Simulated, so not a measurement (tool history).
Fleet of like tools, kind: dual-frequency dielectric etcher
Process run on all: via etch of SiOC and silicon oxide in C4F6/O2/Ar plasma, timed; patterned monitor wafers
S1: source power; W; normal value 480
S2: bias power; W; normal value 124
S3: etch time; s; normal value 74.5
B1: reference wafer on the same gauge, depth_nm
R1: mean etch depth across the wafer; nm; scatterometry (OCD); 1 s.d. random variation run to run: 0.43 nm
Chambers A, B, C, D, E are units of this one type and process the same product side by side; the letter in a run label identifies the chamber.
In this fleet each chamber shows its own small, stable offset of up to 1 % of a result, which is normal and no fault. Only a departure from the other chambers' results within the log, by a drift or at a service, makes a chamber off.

run     day   S1   S2    S3      B1      R1
 1C   0.308  480  124  74.5  91.505  81.231
 2A   0.729  480  124  74.5  91.502  80.927
 3D   1.233  480  124  74.5  91.492  81.023
 4B   1.604  480  124  74.5  91.521  79.884
 5E   2.029  480  124  74.5  91.593  80.116
 6D   2.462  380  124  63.5   91.48  62.542
 7A   2.908  380  124  63.5  91.494  63.022
 8C   3.154  380  124  63.5  91.531  62.888
 9B   3.496  380  124  63.5  91.481  63.076
10E   3.871  380  124  63.5  91.458  62.425
11E   4.383  480  124  74.5  91.442  80.001
12C   4.862  480  124  74.5  91.412  80.396
13B   5.129  540  147  74.5   91.55  88.461
14A   5.462  540  147  74.5  91.558  89.131
15D   5.954  540  147  74.5  91.556  89.687
16B   6.421  540  147  74.5  91.483  88.865
17D   6.817  540  147  74.5  91.532  90.479
      6.971  -- chamber C: wet clean of the chamber
18C   7.183  480  124  74.5  91.448  81.373
19E   7.704  480  124  74.5  91.362   80.39
20A   8.133  480  124  74.5  91.537  80.489
21D   8.429  480  124  74.5  91.486  80.584
22E   8.704  480  124  74.5  91.356  81.379
23B   8.962  480  146    64  91.511  72.376
24C   9.254  480  146    64  91.558  73.379
25A   9.608  480  146    64   91.55  71.988
26B   9.971  480  146    64  91.529  72.081
27C  10.329  480  146    64  91.339  72.139
28A    10.8  480  134    95   91.55  104.05
29D  11.317  480  134    95  91.491  106.87
30E  11.742  480  134    95  91.534   104.4
     12.071  -- chamber E: wet clean of the chamber
31A  12.225  480  134    95  91.392  102.96
     12.454  -- chamber A: bias power generator calibrated
32C  12.588  480  134    95  91.375  105.84
33D  12.912  480  124  74.5  91.586  81.135
34B  13.146  480  124  74.5  91.409  79.887
35E    13.5  480  124  74.5  91.553  81.134
36A  13.942  480  124  74.5  91.482  78.404
37D  14.417  480  107  74.5  91.479  77.814
38B  14.725  480  107  74.5   91.57  76.969
39C  15.012  480  107  74.5  91.451  78.004
40E  15.458  480  107  74.5   91.58   76.77

Is one chamber out of step, is the gauge drifting, or do the chambers differ by no more than their own small offsets? For an off chamber, give its letter and the likeliest cause.

Chamber A drifts away from the others.
Likeliest cause: etch rate under this chamber's usual, % = 4.15.

Which of the 4 candidates below, each the usual settings with something changed and its results left as question marks, puts chamber A back in line with what the other chambers give on the usual settings?
To be in line, a result may differ from the other chambers' mean on the usual settings by at most: R1 1.5 nm
41A-1  15.829  470  122    70       ?
41A-2  15.829  480  126  79.5       ?
41A-3  15.829  480  123    72       ?
41A-4  15.829  480  124  77.5       ?

The other chambers' mean on the usual settings: R1 80.642 nm
  run      R1
41A-1  72.158
41A-2  83.414
41A-3  75.013
41A-4  80.935
41A-4 puts the chamber back in line with the other chambers.
